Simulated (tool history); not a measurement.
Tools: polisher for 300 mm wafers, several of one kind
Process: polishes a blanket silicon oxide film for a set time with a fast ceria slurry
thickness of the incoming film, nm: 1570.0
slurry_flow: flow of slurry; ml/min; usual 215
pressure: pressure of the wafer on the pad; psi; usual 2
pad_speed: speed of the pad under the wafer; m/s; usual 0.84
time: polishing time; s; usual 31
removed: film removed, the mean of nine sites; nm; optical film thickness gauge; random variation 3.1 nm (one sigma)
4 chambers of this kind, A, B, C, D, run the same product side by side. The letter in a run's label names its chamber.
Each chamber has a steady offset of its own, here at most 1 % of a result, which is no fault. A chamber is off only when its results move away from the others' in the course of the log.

At hour 5.7: chamber A: worn pad replaced by a new one.
At hour 9.2: chamber B: worn pad replaced by a new one.
Run 1B, hour 11.3: usual settings. Result: removed 298.09 nm.
At hour 15.6: chamber C: worn pad replaced by a new one.
Run 2A, hour 21.2: usual settings. Result: removed 287.64 nm.
Run 3C, hour 32.5: usual settings. Result: removed 294.63 nm.
At hour 41.6: chamber D: worn pad replaced by a new one.
Run 4D, hour 44.3: usual settings. Result: removed 298.12 nm.
Run 5A, hour 52.1: usual settings. Result: removed 296.3 nm.
Run 6D, hour 59.4: usual settings. Result: removed 293.82 nm.
Run 7B, hour 69.6: usual settings. Result: removed 293.38 nm.
At hour 70: chamber A: worn pad replaced by a new one.
Run 8C, hour 76.4: usual settings. Result: removed 295.93 nm.
At hour 83.8: chamber C: worn pad replaced by a new one.
Run 9D, hour 86.1: usual settings. Result: removed 293.3 nm.
At hour 92.4: chamber D: slurry nozzle cleaned.
At hour 97: chamber B: worn pad replaced by a new one.
Run 10C, hour 97.8: usual settings. Result: removed 301.78 nm.
Run 11B, hour 104.4: usual settings. Result: removed 303.36 nm.
At hour 106.1: chamber D: worn pad replaced by a new one.
Run 12A, hour 117.6: usual settings. Result: removed 289.84 nm.
Run 13B, hour 131.1: usual settings. Result: removed 300.7 nm.
Run 14A, hour 138.2: usual settings. Result: removed 293.6 nm.
Run 15C, hour 145.1: usual settings but slurry_flow 170 ml/min, pressure 2.6 psi. Result: removed 370.47 nm.
At hour 146.3: chamber A: worn pad replaced by a new one.
At hour 152.8: chamber C: worn pad replaced by a new one.
Run 16D, hour 156.6: usual settings but slurry_flow 170 ml/min, pressure 2.6 psi. Result: removed 361.84 nm.
Run 17A, hour 163.5: usual settings but slurry_flow 170 ml/min, pressure 2.6 psi. Result: removed 370.38 nm.
At hour 165.9: chamber C: slurry nozzle cleaned.
Run 18D, hour 175.6: usual settings but slurry_flow 170 ml/min, pressure 2.6 psi. Result: removed 367.25 nm.
At hour 179.3: chamber B: worn pad replaced by a new one.
At hour 183.7: chamber D: worn pad replaced by a new one.
Run 19C, hour 188.7: usual settings. Result: removed 302.97 nm.
Run 20B, hour 201.7: usual settings. Result: removed 295.53 nm.
At hour 205.3: chamber A: worn pad replaced by a new one.
Run 21D, hour 211.9: usual settings. Result: removed 282.07 nm.
At hour 216.7: chamber C: worn pad replaced by a new one.
Run 22A, hour 218: usual settings. Result: removed 296.3 nm.
Run 23B, hour 226.1: usual settings. Result: removed 294.22 nm.
Run 24C, hour 234.1: usual settings. Result: removed 295.56 nm.
Run 25A, hour 240.2: usual settings. Result: removed 303.16 nm.
At hour 243.1: chamber D: worn pad replaced by a new one.
Run 26C, hour 247.6: usual settings. Result: removed 300.02 nm.
Run 27B, hour 254.7: usual settings but pressure 2.6 psi. Result: removed 380.98 nm.
Run 28D, hour 267.3: usual settings but pressure 2.6 psi. Result: removed 363.87 nm.
At hour 271.8: chamber B: worn pad replaced by a new one.
At hour 278.1: chamber A: worn pad replaced by a new one.
At hour 278.2: chamber A: head pressure recalibrated.
Run 29D, hour 278.2: usual settings but pressure 2.6 psi. Result: removed 359.49 nm.
At hour 287.3: chamber C: worn pad replaced by a new one.
Run 30C, hour 290.6: usual settings but pressure 2.6 psi. Result: removed 382.88 nm.
Run 31B, hour 298.2: usual settings. Result: removed 294.92 nm.
Run 32A, hour 306.7: usual settings. Result: removed 291.77 nm.
Run 33C, hour 320: usual settings. Result: removed 298.92 nm.
At hour 320.7: chamber D: worn pad replaced by a new one.
Run 34B, hour 332.1: usual settings. Result: removed 297.93 nm.
Run 35D, hour 343.1: usual settings. Result: removed 267.48 nm.

All 4 chambers run these settings next. Forecast each chamber's results:
Run 36A, hour 353: usual settings but slurry_flow 250 ml/min. Result: removed ?.
Run 36B, hour 353: usual settings but slurry_flow 250 ml/min. Result: removed ?.
Run 36C, hour 353: usual settings but slurry_flow 250 ml/min. Result: removed ?.
Run 36D, hour 353: usual settings but slurry_flow 250 ml/min. Result: removed ?.

run  removed
36A   298.46
36B   302.63
36C   294.97
36D   269.82
